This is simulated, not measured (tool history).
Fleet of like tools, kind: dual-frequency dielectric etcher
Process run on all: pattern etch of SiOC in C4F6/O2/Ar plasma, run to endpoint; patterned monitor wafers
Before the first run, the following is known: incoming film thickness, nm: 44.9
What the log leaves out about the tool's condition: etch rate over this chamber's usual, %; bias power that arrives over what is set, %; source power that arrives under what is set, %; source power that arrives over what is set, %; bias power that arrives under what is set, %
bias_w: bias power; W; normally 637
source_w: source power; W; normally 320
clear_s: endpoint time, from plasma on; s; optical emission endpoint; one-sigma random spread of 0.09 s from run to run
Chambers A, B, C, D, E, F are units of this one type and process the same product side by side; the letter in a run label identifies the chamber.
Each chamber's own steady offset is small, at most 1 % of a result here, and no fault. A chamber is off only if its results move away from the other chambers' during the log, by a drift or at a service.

run,hour,bias_w,source_w,hours since the last wet clean,hours since the last bias power generator calibration,hours since the last source power generator calibration,clear_s
1D,13.0,637,320,422.3,1626.4,1099.1,14.970
2F,23.8,637,320,98.1,112.1,1321.7,15.096
3C,36.5,637,320,330.3,2473.4,1347.0,14.890
4B,49.8,637,320,218.8,2500.0,597.7,15.081
5A,66.3,532,260,354.9,2573.2,187.3,17.158
6E,80.5,532,260,315.6,1357.8,352.8,17.308
# hour 89.4: chamber D: wet clean of the chamber
7B,91.9,532,260,260.9,2542.1,639.8,17.572
# hour 103.0: chamber B: bias power generator calibrated
8A,105.7,532,260,394.3,2612.6,226.7,17.283
9F,115.4,532,260,189.7,203.7,1413.3,17.406
10D,131.3,532,260,42.0,1744.7,1217.4,17.457
11E,144.9,637,320,380.0,1422.2,417.2,14.729
12C,152.2,754,390,446.0,2589.1,1462.7,12.878
13E,161.4,754,390,396.5,1438.7,433.7,12.955
14D,174.8,754,390,85.5,1788.2,1260.9,12.919
15F,186.5,754,390,260.8,274.8,1484.4,12.985
16C,195.8,754,390,489.6,2632.7,1506.3,12.857
# hour 207.2: chamber B: wet clean of the chamber
17A,207.2,754,390,495.8,2714.1,328.2,13.025
# hour 207.3: chamber C: wet clean of the chamber
18B,217.2,637,360,10.0,114.3,765.1,14.398
# hour 217.8: chamber A: wet clean of the chamber
19C,225.7,637,360,18.5,2662.6,1536.2,14.132
20B,239.1,637,360,31.9,136.2,787.0,14.391
21E,246.3,637,360,481.4,1523.6,518.6,14.284
22F,262.8,637,360,337.1,351.1,1560.7,14.365
23D,274.8,637,360,185.5,1888.2,1360.9,14.340
24A,285.3,637,320,67.5,2792.2,406.3,14.860
25F,295.3,637,320,369.6,383.6,1593.2,15.116
26A,304.9,637,320,87.1,2811.8,425.9,14.915
27E,317.8,637,320,552.9,1595.1,590.1,14.658
28C,331.7,637,320,124.5,2768.6,1642.2,14.872
29D,343.5,779,320,254.2,1956.9,1429.6,13.900
30B,360.0,779,320,152.8,257.1,907.9,13.963
31F,371.1,779,320,445.4,459.4,1669.0,13.836
# hour 379.4: chamber F: wet clean of the chamber
32C,382.6,779,320,175.4,2819.5,1693.1,13.784
33B,395.7,779,320,188.5,292.8,943.6,13.887
34E,403.8,779,320,638.9,1681.1,676.1,13.574
35D,417.9,637,320,328.6,2031.3,1504.0,14.824
36A,431.4,637,320,213.6,2938.3,552.4,14.943
37F,441.9,637,320,62.6,530.2,1739.8,14.945
38B,458.1,637,320,250.9,355.2,1006.0,14.932
39C,465.6,637,320,258.4,2902.5,1776.1,14.828
# hour 465.8: chamber D: source power generator calibrated
40A,479.4,637,320,261.6,2986.3,600.4,14.996
41D,493.3,747,320,404.0,2106.7,27.6,14.188
# hour 494.9: chamber E: bias power generator calibrated
42E,507.9,747,320,743.0,13.1,780.2,13.533
43D,519.0,747,320,429.7,2132.4,53.3,13.901
44B,533.7,747,320,326.5,430.8,1081.6,14.092

Predict what each chamber gives when all 6 of them run the settings below next.
45A,545.6,691,320,,,,?
45B,545.6,691,320,,,,?
45C,545.6,691,320,,,,?
45D,545.6,691,320,,,,?
45E,545.6,691,320,,,,?
45F,545.6,691,320,,,,?

run,clear_s
45A,14.539
45B,14.535
45C,14.331
45D,14.507
45E,14.000
45F,14.537
